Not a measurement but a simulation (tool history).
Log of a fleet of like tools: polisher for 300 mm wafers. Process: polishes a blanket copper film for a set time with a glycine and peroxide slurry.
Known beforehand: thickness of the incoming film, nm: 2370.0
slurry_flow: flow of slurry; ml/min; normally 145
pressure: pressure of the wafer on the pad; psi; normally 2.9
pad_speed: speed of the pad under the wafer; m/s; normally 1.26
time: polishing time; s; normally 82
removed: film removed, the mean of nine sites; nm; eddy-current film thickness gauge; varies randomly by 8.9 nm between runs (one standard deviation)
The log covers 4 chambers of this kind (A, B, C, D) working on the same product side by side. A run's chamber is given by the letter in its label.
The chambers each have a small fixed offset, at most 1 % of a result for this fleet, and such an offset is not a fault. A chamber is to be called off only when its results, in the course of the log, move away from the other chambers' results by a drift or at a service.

| run | hour | slurry_flow | pressure | pad_speed | time | removed |
|---|---|---|---|---|---|---|
| 1D | 13.8 | 145 | 2.9 | 1.26 | 82 | 662.85 |
| 2C | 24.8 | 145 | 2.9 | 1.26 | 82 | 673.34 |
| 3B | 34.4 | 145 | 2.9 | 1.26 | 82 | 661.61 |
|  | 46.7 | chamber C: worn pad replaced by a new one |
|  | 48.2 | chamber B: worn pad replaced by a new one |
| 4A | 48.7 | 145 | 2.9 | 1.26 | 82 | 664.83 |
|  | 54.6 | chamber D: worn pad replaced by a new one |
| 5A | 64.0 | 145 | 2.9 | 1.26 | 82 | 673.39 |
| 6C | 78.3 | 145 | 2.9 | 1.26 | 82 | 659.31 |
| 7D | 90.5 | 145 | 2.9 | 0.92 | 82 | 506.84 |
| 8B | 100.5 | 145 | 2.9 | 0.92 | 82 | 507.89 |
| 9B | 111.7 | 145 | 2.9 | 0.92 | 82 | 500.05 |
|  | 112.3 | chamber B: slurry nozzle cleaned |
|  | 122.3 | chamber D: worn pad replaced by a new one |
|  | 124.8 | chamber B: worn pad replaced by a new one |
| 10C | 127.5 | 145 | 2.9 | 0.92 | 82 | 508.58 |
|  | 130.8 | chamber A: worn pad replaced by a new one |
|  | 133.7 | chamber C: worn pad replaced by a new one |
| 11A | 138.2 | 145 | 2.9 | 1.12 | 82 | 612.34 |
| 12D | 150.7 | 145 | 2.9 | 1.12 | 82 | 591.58 |
| 13C | 164.0 | 145 | 2.9 | 1.12 | 82 | 581.57 |
| 14D | 178.7 | 145 | 2.9 | 1.12 | 82 | 611.49 |
| 15A | 187.8 | 145 | 2.9 | 1.26 | 82 | 653.61 |
|  | 198.2 | chamber B: worn pad replaced by a new one |
| 16B | 200.1 | 145 | 2.9 | 1.26 | 82 | 669.64 |
|  | 207.9 | chamber D: worn pad replaced by a new one |
|  | 208.1 | chamber C: worn pad replaced by a new one |
| 17B | 214.1 | 145 | 2.9 | 1.26 | 82 | 674.89 |
| 18C | 224.4 | 145 | 2.9 | 1.26 | 82 | 658.44 |
| 19D | 236.6 | 145 | 2.9 | 1.26 | 82 | 638.17 |
| 20A | 252.9 | 145 | 2.9 | 1.26 | 82 | 663.33 |
|  | 258.8 | chamber A: worn pad replaced by a new one |
|  | 264.8 | chamber B: worn pad replaced by a new one |
| 21B | 266.8 | 145 | 2.9 | 1.26 | 82 | 669.71 |
| 22D | 275.0 | 145 | 2.9 | 1.26 | 82 | 656.75 |
|  | 275.1 | chamber D: worn pad replaced by a new one |
|  | 277.2 | chamber C: worn pad replaced by a new one |
| 23C | 285.8 | 145 | 2.9 | 1.26 | 82 | 659.86 |
| 24A | 298.8 | 145 | 3.4 | 1.26 | 82 | 782.67 |
| 25A | 309.9 | 145 | 3.4 | 1.26 | 82 | 753.54 |
| 26C | 320.1 | 145 | 3.4 | 1.26 | 82 | 752.74 |
| 27D | 328.1 | 145 | 3.4 | 1.26 | 82 | 768.09 |
|  | 330.5 | chamber B: worn pad replaced by a new one |
| 28B | 335.2 | 105 | 2.1 | 1.26 | 82 | 474.75 |
|  | 342.6 | chamber C: worn pad replaced by a new one |
| 29B | 348.4 | 105 | 2.1 | 1.26 | 82 | 473.99 |
| 30C | 362.1 | 105 | 2.1 | 1.26 | 82 | 464.99 |

Does one chamber stand apart from the rest, does the shared gauge drift, or is all well apart from small per-chamber offsets? Give the chamber and the most likely cause, where there is one.

Nothing is wrong: each chamber keeps only its own small, steady offset and the gauge holds still.
